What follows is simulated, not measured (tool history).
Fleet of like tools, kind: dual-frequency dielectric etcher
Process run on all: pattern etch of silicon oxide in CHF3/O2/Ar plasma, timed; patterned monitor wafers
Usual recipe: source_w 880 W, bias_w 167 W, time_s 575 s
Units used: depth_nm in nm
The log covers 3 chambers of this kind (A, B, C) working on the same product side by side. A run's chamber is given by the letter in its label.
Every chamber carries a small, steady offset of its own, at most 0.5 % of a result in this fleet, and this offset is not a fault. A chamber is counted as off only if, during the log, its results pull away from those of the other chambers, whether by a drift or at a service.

| run | hour | source_w | bias_w | time_s | hours since the last wet clean | hours since the last source power generator calibration | hours since the last bias power generator calibration | read-back reference wafer on the same gauge, depth_nm | depth_nm |
|---|---|---|---|---|---|---|---|---|---|
| 1B | 11.5 | 880 | 167 | 575 | 56.9 | 554.5 | 2447.6 | 1340.6 | 1295.8 |
| 2A | 20.1 | 880 | 167 | 575 | 280.7 | 664.2 | 988.9 | 1339.8 | 1285.0 |
| 3C | 33.2 | 880 | 167 | 575 | 413.6 | 280.1 | 3657.1 | 1338.3 | 1289.9 |
| 4C | 46.1 | 880 | 167 | 575 | 426.5 | 293.0 | 3670.0 | 1340.4 | 1277.7 |
| 5B | 60.4 | 880 | 167 | 575 | 105.8 | 603.4 | 2496.5 | 1338.1 | 1287.0 |
| 6A | 70.9 | 880 | 167 | 575 | 331.5 | 715.0 | 1039.7 | 1339.7 | 1290.5 |
| 7A | 83.6 | 880 | 167 | 575 | 344.2 | 727.7 | 1052.4 | 1341.0 | 1283.0 |
| 8C | 98.0 | 880 | 167 | 575 | 478.4 | 344.9 | 3721.9 | 1340.2 | 1274.6 |
| 9B | 107.1 | 880 | 167 | 575 | 152.5 | 650.1 | 2543.2 | 1339.7 | 1285.9 |
| 10B | 119.8 | 880 | 167 | 575 | 165.2 | 662.8 | 2555.9 | 1340.4 | 1274.4 |
| 11A | 130.6 | 880 | 167 | 575 | 391.2 | 774.7 | 1099.4 | 1340.9 | 1278.4 |
| 12C | 141.4 | 880 | 167 | 575 | 521.8 | 388.3 | 3765.3 | 1339.6 | 1279.8 |
| 13C | 149.7 | 880 | 167 | 575 | 530.1 | 396.6 | 3773.6 | 1340.3 | 1283.7 |
| 14B | 156.7 | 880 | 167 | 575 | 202.1 | 699.7 | 2592.8 | 1340.0 | 1283.8 |
| 15A | 168.7 | 880 | 167 | 575 | 429.3 | 812.8 | 1137.5 | 1339.1 | 1287.2 |
| 16C | 176.8 | 760 | 167 | 523 | 557.2 | 423.7 | 3800.7 | 1341.9 | 1101.3 |
| 17A | 185.0 | 760 | 167 | 523 | 445.6 | 829.1 | 1153.8 | 1340.8 | 1105.3 |
| 18B | 197.6 | 760 | 167 | 523 | 243.0 | 740.6 | 2633.7 | 1339.4 | 1098.9 |
| 19A | 210.4 | 880 | 167 | 575 | 471.0 | 854.5 | 1179.2 | 1341.3 | 1284.8 |
|  | 219.0 | chamber C: wet clean of the chamber |
| 20C | 223.0 | 880 | 167 | 575 | 4.0 | 469.9 | 3846.9 | 1339.1 | 1281.0 |
| 21B | 231.4 | 1030 | 167 | 425 | 276.8 | 774.4 | 2667.5 | 1339.5 | 1008.5 |
|  | 238.8 | chamber A: wet clean of the chamber |
| 22B | 244.0 | 1030 | 167 | 425 | 289.4 | 787.0 | 2680.1 | 1340.9 | 1010.6 |
| 23A | 254.7 | 1030 | 167 | 425 | 16.0 | 898.8 | 1223.5 | 1339.0 | 1053.6 |
| 24C | 262.5 | 880 | 167 | 575 | 43.5 | 509.4 | 3886.4 | 1340.5 | 1284.8 |
| 25C | 276.6 | 1000 | 167 | 575 | 57.6 | 523.5 | 3900.5 | 1339.0 | 1346.6 |
| 26A | 289.4 | 1000 | 167 | 575 | 50.7 | 933.5 | 1258.2 | 1340.4 | 1418.5 |
| 27B | 300.9 | 1000 | 167 | 575 | 346.3 | 843.9 | 2737.0 | 1340.8 | 1345.8 |
| 28B | 308.6 | 880 | 167 | 575 | 354.0 | 851.6 | 2744.7 | 1340.2 | 1290.9 |
| 29C | 321.7 | 880 | 167 | 575 | 102.7 | 568.6 | 3945.6 | 1340.9 | 1284.9 |
| 30A | 330.2 | 880 | 167 | 575 | 91.5 | 974.3 | 1299.0 | 1337.9 | 1352.7 |
| 31B | 344.8 | 880 | 167 | 575 | 390.2 | 887.8 | 2780.9 | 1340.8 | 1283.2 |
| 32A | 359.7 | 880 | 167 | 575 | 121.0 | 1003.8 | 1328.5 | 1338.2 | 1355.8 |
| 33C | 373.0 | 880 | 167 | 575 | 154.0 | 619.9 | 3996.9 | 1338.9 | 1292.9 |
| 34B | 385.5 | 880 | 167 | 575 | 430.9 | 928.5 | 2821.6 | 1337.7 | 1287.2 |

Which is it: a chamber that has drifted or been left off by a service, a gauge drift common to all chambers, or only each chamber's usual small offset? If a chamber is off, name it and its likeliest cause.

A service on chamber A put it out of line with the rest.
Most likely cause: etch rate over this chamber's usual, % = 5.01.

Below are 4 candidate recipes for chamber A's next run, each the usual settings with a change, their results shown as question marks. Which of them brings A's results back in line with what the other chambers give on the usual settings?
A result is in line if it is within this distance of the other chambers' mean on the usual settings: depth_nm 19.0 nm
| 35A-1 | 396.9 | 850 | 162 | 575 |  |  |  |  | ? |
| 35A-2 | 396.9 | 880 | 194 | 575 |  |  |  |  | ? |
| 35A-3 | 396.9 | 880 | 168 | 587 |  |  |  |  | ? |
| 35A-4 | 396.9 | 760 | 167 | 575 |  |  |  |  | ? |

The mean the other chambers reach with the usual settings: depth_nm 1283.8 nm
| run | depth_nm |
|---|---|
| 35A-1 | 1321.4 |
| 35A-2 | 1419.5 |
| 35A-3 | 1383.0 |
| 35A-4 | 1278.4 |
35A-4 brings the chamber back in line.
